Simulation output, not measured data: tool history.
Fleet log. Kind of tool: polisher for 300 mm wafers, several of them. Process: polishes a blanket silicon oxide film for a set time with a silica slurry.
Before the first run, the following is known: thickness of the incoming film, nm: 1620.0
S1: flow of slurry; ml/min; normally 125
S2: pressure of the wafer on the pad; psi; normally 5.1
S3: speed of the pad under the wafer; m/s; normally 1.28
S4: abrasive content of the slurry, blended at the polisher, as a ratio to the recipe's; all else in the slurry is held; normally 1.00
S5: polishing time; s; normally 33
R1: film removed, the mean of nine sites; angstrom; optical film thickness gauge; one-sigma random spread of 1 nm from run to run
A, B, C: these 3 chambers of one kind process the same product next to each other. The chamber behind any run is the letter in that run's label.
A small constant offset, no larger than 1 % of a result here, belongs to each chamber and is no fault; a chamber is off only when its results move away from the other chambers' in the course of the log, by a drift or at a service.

run	day	S1	S2	S3	S4	S5	R1
# day 0.029: chamber C: slurry blender recalibrated
1B	0.262	125	5.1	1.28	1.00	33	1430.3
# day 0.400: chamber B: conditioning disc replaced and pad reconditioned
2C	0.525	125	5.1	1.28	1.00	33	1391.6
3A	0.829	125	5.1	1.28	1.00	33	1434.0
4C	1.162	125	5.1	1.28	1.00	33	1407.0
5B	1.508	125	5.1	1.28	1.00	33	1424.0
6A	1.775	125	5.1	1.28	1.00	33	1414.9
7C	2.138	125	5.1	1.28	1.00	33	1408.2
# day 2.354: chamber A: worn pad replaced by a new one
8B	2.438	125	5.1	1.28	1.00	33	1446.8
9A	2.704	125	5.1	1.28	1.00	33	1401.0
# day 2.817: chamber C: worn pad replaced by a new one
10A	2.996	125	5.1	1.28	1.00	33	1396.1
11B	3.238	125	5.1	1.28	1.00	33	1450.0
12C	3.508	125	5.1	1.28	1.00	33	1409.5
13A	3.708	125	5.1	1.28	1.00	33	1394.9
# day 3.921: chamber B: slurry blender recalibrated
14B	3.925	95	5.1	1.28	1.00	33	1337.2
15C	4.108	95	5.1	1.28	1.00	33	1333.7
16C	4.462	95	5.1	1.28	1.00	33	1324.1
17B	4.700	125	5.1	1.28	1.00	33	1437.7
18A	4.867	125	5.1	1.28	1.00	33	1368.8
# day 5.058: chamber A: worn pad replaced by a new one
19A	5.246	125	5.1	1.28	1.00	33	1360.6
# day 5.450: chamber B: worn pad replaced by a new one
20B	5.462	125	5.1	1.28	1.00	33	1456.4
21C	5.712	125	5.1	1.28	1.00	33	1423.0
22C	5.942	80	5.1	1.28	0.85	33	1179.1
# day 6.058: chamber B: slurry nozzle cleaned
23B	6.254	80	5.1	1.28	0.85	33	1184.6
24A	6.475	80	5.1	1.28	0.85	33	1125.5
25C	6.738	125	5.1	1.28	1.00	33	1411.1
# day 7.012: chamber C: conditioning disc replaced and pad reconditioned
# day 7.017: chamber A: conditioning disc replaced and pad reconditioned
26B	7.067	125	5.1	1.00	1.00	33	1186.4
27A	7.338	125	5.1	1.00	1.00	33	1115.0
# day 7.583: chamber C: slurry blender recalibrated
28C	7.708	125	5.1	1.00	1.00	33	1171.5

All 3 chambers run these settings next. Forecast each chamber's results:
29A	7.979	125	5.1	1.28	1.00	33	?
29B	7.979	125	5.1	1.28	1.00	33	?
29C	7.979	125	5.1	1.28	1.00	33	?

run	R1
29A	1335.7
29B	1449.2
29C	1409.8
